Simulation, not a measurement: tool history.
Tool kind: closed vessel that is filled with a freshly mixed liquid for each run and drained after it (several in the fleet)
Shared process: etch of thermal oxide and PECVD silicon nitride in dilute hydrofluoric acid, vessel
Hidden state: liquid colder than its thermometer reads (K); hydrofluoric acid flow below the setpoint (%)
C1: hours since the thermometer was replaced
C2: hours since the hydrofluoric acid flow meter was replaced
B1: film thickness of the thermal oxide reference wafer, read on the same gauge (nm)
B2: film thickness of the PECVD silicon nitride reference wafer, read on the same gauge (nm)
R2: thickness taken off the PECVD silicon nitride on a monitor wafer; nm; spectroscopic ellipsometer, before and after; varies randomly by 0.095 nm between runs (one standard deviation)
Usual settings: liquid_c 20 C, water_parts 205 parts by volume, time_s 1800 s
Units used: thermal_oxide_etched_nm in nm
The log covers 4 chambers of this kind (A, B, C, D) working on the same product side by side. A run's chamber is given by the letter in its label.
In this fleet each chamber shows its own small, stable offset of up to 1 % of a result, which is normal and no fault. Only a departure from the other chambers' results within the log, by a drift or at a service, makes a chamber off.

{"hour": 2.2, "done": "chamber C: thermometer replaced"}
{"run": "1D", "hour": 8.9, "liquid_c": 20, "water_parts": 205, "time_s": 1800, "C1": 1938.5, "C2": 322.6, "B1": 140, "B2": 110, "thermal_oxide_etched_nm": 33.124, "R2": 11.505}
{"run": "2C", "hour": 17.6, "liquid_c": 20, "water_parts": 205, "time_s": 1800, "C1": 15.5, "C2": 1610.5, "B1": 140.02, "B2": 110, "thermal_oxide_etched_nm": 33.134, "R2": 11.58}
{"run": "3B", "hour": 23.8, "liquid_c": 20, "water_parts": 205, "time_s": 1800, "C1": 494.7, "C2": 199.9, "B1": 140.01, "B2": 110.01, "thermal_oxide_etched_nm": 31.84, "R2": 11.635}
{"run": "4A", "hour": 30.3, "liquid_c": 20, "water_parts": 205, "time_s": 1800, "C1": 731.2, "C2": 135.6, "B1": 140, "B2": 109.99, "thermal_oxide_etched_nm": 32.426, "R2": 11.578}
{"run": "5B", "hour": 37.1, "liquid_c": 20, "water_parts": 205, "time_s": 1800, "C1": 508, "C2": 213.2, "B1": 140.01, "B2": 110.01, "thermal_oxide_etched_nm": 32.815, "R2": 11.608}
{"run": "6C", "hour": 44.9, "liquid_c": 20, "water_parts": 205, "time_s": 1800, "C1": 42.8, "C2": 1637.8, "B1": 139.99, "B2": 110.01, "thermal_oxide_etched_nm": 32.795, "R2": 11.644}
{"run": "7D", "hour": 54.2, "liquid_c": 20, "water_parts": 140, "time_s": 2355, "C1": 1983.8, "C2": 367.9, "B1": 140.02, "B2": 109.99, "thermal_oxide_etched_nm": 66.289, "R2": 21.607}
{"run": "8A", "hour": 59.6, "liquid_c": 20, "water_parts": 140, "time_s": 2355, "C1": 760.5, "C2": 164.9, "B1": 139.99, "B2": 110, "thermal_oxide_etched_nm": 67.938, "R2": 22.225}
{"run": "9D", "hour": 66.5, "liquid_c": 20, "water_parts": 140, "time_s": 2355, "C1": 1996.1, "C2": 380.2, "B1": 140.01, "B2": 109.99, "thermal_oxide_etched_nm": 67.556, "R2": 21.473}
{"run": "10B", "hour": 77.5, "liquid_c": 20, "water_parts": 140, "time_s": 2355, "C1": 548.4, "C2": 253.6, "B1": 140, "B2": 110.01, "thermal_oxide_etched_nm": 66.619, "R2": 22.116}
{"run": "11A", "hour": 82.6, "liquid_c": 20, "water_parts": 205, "time_s": 1800, "C1": 783.5, "C2": 187.9, "B1": 140.02, "B2": 110, "thermal_oxide_etched_nm": 32.77, "R2": 11.449}
{"run": "12C", "hour": 88.3, "liquid_c": 20, "water_parts": 245, "time_s": 1800, "C1": 86.2, "C2": 1681.2, "B1": 139.99, "B2": 109.99, "thermal_oxide_etched_nm": 26.903, "R2": 9.8929}
{"run": "13C", "hour": 95.2, "liquid_c": 20, "water_parts": 245, "time_s": 1800, "C1": 93.1, "C2": 1688.1, "B1": 140, "B2": 110.01, "thermal_oxide_etched_nm": 26.527, "R2": 9.7867}
{"run": "14B", "hour": 103.2, "liquid_c": 20, "water_parts": 245, "time_s": 1800, "C1": 574.1, "C2": 279.3, "B1": 140.02, "B2": 110, "thermal_oxide_etched_nm": 26.343, "R2": 9.8271}
{"run": "15D", "hour": 112.1, "liquid_c": 20, "water_parts": 245, "time_s": 1800, "C1": 2041.7, "C2": 425.8, "B1": 139.98, "B2": 110, "thermal_oxide_etched_nm": 25.283, "R2": 9.4256}
{"run": "16A", "hour": 119.8, "liquid_c": 20, "water_parts": 205, "time_s": 2235, "C1": 820.7, "C2": 225.1, "B1": 140, "B2": 110, "thermal_oxide_etched_nm": 40.273, "R2": 14.286}
{"run": "17A", "hour": 130.3, "liquid_c": 20, "water_parts": 205, "time_s": 2235, "C1": 831.2, "C2": 235.6, "B1": 139.99, "B2": 110.02, "thermal_oxide_etched_nm": 40.673, "R2": 14.198}
{"run": "18D", "hour": 136.1, "liquid_c": 20, "water_parts": 205, "time_s": 2235, "C1": 2065.7, "C2": 449.8, "B1": 140.01, "B2": 110, "thermal_oxide_etched_nm": 38.976, "R2": 13.883}
{"run": "19C", "hour": 142.3, "liquid_c": 20, "water_parts": 205, "time_s": 2235, "C1": 140.2, "C2": 1735.2, "B1": 139.99, "B2": 109.99, "thermal_oxide_etched_nm": 41.161, "R2": 14.412}
{"run": "20B", "hour": 150.5, "liquid_c": 20, "water_parts": 205, "time_s": 1800, "C1": 621.4, "C2": 326.6, "B1": 140, "B2": 110, "thermal_oxide_etched_nm": 32.873, "R2": 11.528}
{"run": "21A", "hour": 157.9, "liquid_c": 20, "water_parts": 205, "time_s": 1800, "C1": 858.8, "C2": 263.2, "B1": 139.99, "B2": 110.01, "thermal_oxide_etched_nm": 32.891, "R2": 11.599}
{"run": "22B", "hour": 165.0, "liquid_c": 20, "water_parts": 160, "time_s": 1045, "C1": 635.9, "C2": 341.1, "B1": 139.99, "B2": 110.01, "thermal_oxide_etched_nm": 25.779, "R2": 8.5571}
{"run": "23D", "hour": 173.1, "liquid_c": 20, "water_parts": 160, "time_s": 1045, "C1": 2102.7, "C2": 486.8, "B1": 140.01, "B2": 110, "thermal_oxide_etched_nm": 24.247, "R2": 8.0548}
{"run": "24C", "hour": 183.2, "liquid_c": 20, "water_parts": 160, "time_s": 1045, "C1": 181.1, "C2": 1776.1, "B1": 140, "B2": 110, "thermal_oxide_etched_nm": 25.542, "R2": 8.6908}

What goes on in this fleet: one chamber off, a drifting gauge, or nothing beyond the chambers' own small offsets? Name the chamber and the cause, if any.

Little by little, chamber D moves away from the other chambers.
What lies behind it: hydrofluoric acid flow below the setpoint (%) = 5.94.

Chamber D could run next with any of the 4 candidate recipes listed below; each alters the usual settings, and their results appear as question marks. Which one brings its results back in line with what the other chambers deliver on the usual settings?
In line here means within this much of the mean the other chambers give on the usual settings: thermal_oxide_etched_nm 1 nm; R2 0.33 nm
{"run": "25D-1", "hour": 191.3, "liquid_c": 20, "water_parts": 205, "time_s": 1815, "thermal_oxide_etched_nm": "?", "R2": "?"}
{"run": "25D-2", "hour": 191.3, "liquid_c": 20, "water_parts": 200, "time_s": 1860, "thermal_oxide_etched_nm": "?", "R2": "?"}
{"run": "25D-3", "hour": 191.3, "liquid_c": 20, "water_parts": 210, "time_s": 1740, "thermal_oxide_etched_nm": "?", "R2": "?"}
{"run": "25D-4", "hour": 191.3, "liquid_c": 20, "water_parts": 205, "time_s": 1785, "thermal_oxide_etched_nm": "?", "R2": "?"}

Other chambers, usual settings, mean: thermal_oxide_etched_nm 32.839 nm; R2 11.627 nm
run=25D-1 thermal_oxide_etched_nm=31.144 R2=10.997
run=25D-2 thermal_oxide_etched_nm=32.867 R2=11.538
run=25D-3 thermal_oxide_etched_nm=29.01 R2=10.302
run=25D-4 thermal_oxide_etched_nm=30.629 R2=10.815
It is 25D-2 that realigns the chamber with its peers.
